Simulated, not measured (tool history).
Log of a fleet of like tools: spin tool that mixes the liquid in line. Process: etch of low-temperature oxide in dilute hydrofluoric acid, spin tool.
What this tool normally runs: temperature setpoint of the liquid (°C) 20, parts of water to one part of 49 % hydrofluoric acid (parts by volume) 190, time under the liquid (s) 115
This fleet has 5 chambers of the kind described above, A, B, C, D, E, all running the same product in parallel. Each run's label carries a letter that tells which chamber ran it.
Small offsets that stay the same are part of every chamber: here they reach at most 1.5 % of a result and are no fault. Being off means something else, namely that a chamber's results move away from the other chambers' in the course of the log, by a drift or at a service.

run	hour	temperature setpoint of the liquid (°C)	parts of water to one part of 49 % hydrofluoric acid (parts by volume)	time under the liquid (s)	hours since the thermometer was replaced	hours since the hydrofluoric acid flow meter was replaced	read-back film thickness of the low-temperature oxide reference wafer, read on the same gauge (nm)	thickness taken off the low-temperature oxide on a monitor wafer (nm)
1A	11	20	190	115	417.1	1066.8	59.984	6.5439
2E	17.5	20	190	115	483.7	147.3	60.005	6.5382
3C	22.9	20	190	115	284.9	1032	59.972	6.5577
4B	28.5	20	190	115	166.9	296.8	60.025	6.5144
5D	40	20	190	115	446.5	382.1	60.02	6.4608
6E	48.7	20	190	115	514.9	178.5	59.984	6.4813
7C	55.9	20	190	115	317.9	1065	59.99	6.4786
8B	62.8	20	190	115	201.2	331.1	60.005	6.3908
9A	69.5	20	190	115	475.6	1125.3	59.974	6.5878
10D	75.7	20	190	115	482.2	417.8	59.985	6.51
11C	87.1	20	190	115	349.1	1096.2	59.996	6.4586
12E	96.2	20	190	115	562.4	226	59.987	6.4713
13A	107.6	20	190	115	513.7	1163.4	59.998	6.5735
14D	113.6	20	255	145	520.1	455.7	59.999	5.7639
15B	119.6	20	255	145	258	387.9	60.042	5.7303
16A	127.2	20	255	145	533.3	1183	59.958	5.8075
17D	136.8	20	255	145	543.3	478.9	59.981	5.803
18E	148.3	20	255	145	614.5	278.1	60.018	5.7517
19B	156.3	20	190	115	294.7	424.6	60.028	6.4368
20C	162.5	20	190	115	424.5	1171.6	60.01	6.5162
21B	173.9	20	190	115	312.3	442.2	59.997	6.4598
22A	185	20	190	115	591.1	1240.8	60.028	6.5174
23C	192.1	20	190	115	454.1	1201.2	59.97	6.484
24D	202.2	20	190	115	608.7	544.3	60.013	6.7736
25E	212.4	24	190	165	678.6	342.2	60.006	10.977
26E	220.9	24	190	165	687.1	350.7	59.978	10.865
27B	232.1	24	190	165	370.5	500.4	60.008	10.726
28C	238.2	24	190	165	500.2	1247.3	59.976	10.99
29A	246.1	24	190	165	652.2	1301.9	60.005	10.93
30D	251.4	20	190	115	657.9	593.5	59.988	6.9338
31C	257.5	20	190	115	519.5	1266.6	60.037	6.5637
32D	268.9	20	190	115	675.4	611	60.011	7.0294

Has any chamber moved away from the others, gradually or after a service, or does the common gauge drift, or do the chambers differ only by their own small steady offsets? State the chamber and the most likely cause if one applies.

One chamber, D, drifts off from the rest bit by bit.
Likeliest cause: liquid hotter than its thermometer reads (K) = 2.1.
The log may not separate it from: hydrofluoric acid flow above the setpoint (%).

Below are 4 candidate recipes for chamber D's next run, each the usual settings with a change, their results shown as question marks. Which of them brings D's results back in line with what the other chambers give on the usual settings?
In line means no further than this from the other chambers' mean on the usual settings: thickness taken off the low-temperature oxide on a monitor wafer (nm) 0.13
33D-1	277.3	18	190	115				?
33D-2	277.3	20	190	135				?
33D-3	277.3	20	185	120				?
33D-4	277.3	19.5	215	115				?

Usual-settings mean across the other chambers: thickness taken off the low-temperature oxide on a monitor wafer (nm) 6.5125
run	thickness taken off the low-temperature oxide on a monitor wafer (nm)
33D-1	6.5236
33D-2	8.2726
33D-3	7.5883
33D-4	5.9697
It is 33D-1 that realigns the chamber with its peers.

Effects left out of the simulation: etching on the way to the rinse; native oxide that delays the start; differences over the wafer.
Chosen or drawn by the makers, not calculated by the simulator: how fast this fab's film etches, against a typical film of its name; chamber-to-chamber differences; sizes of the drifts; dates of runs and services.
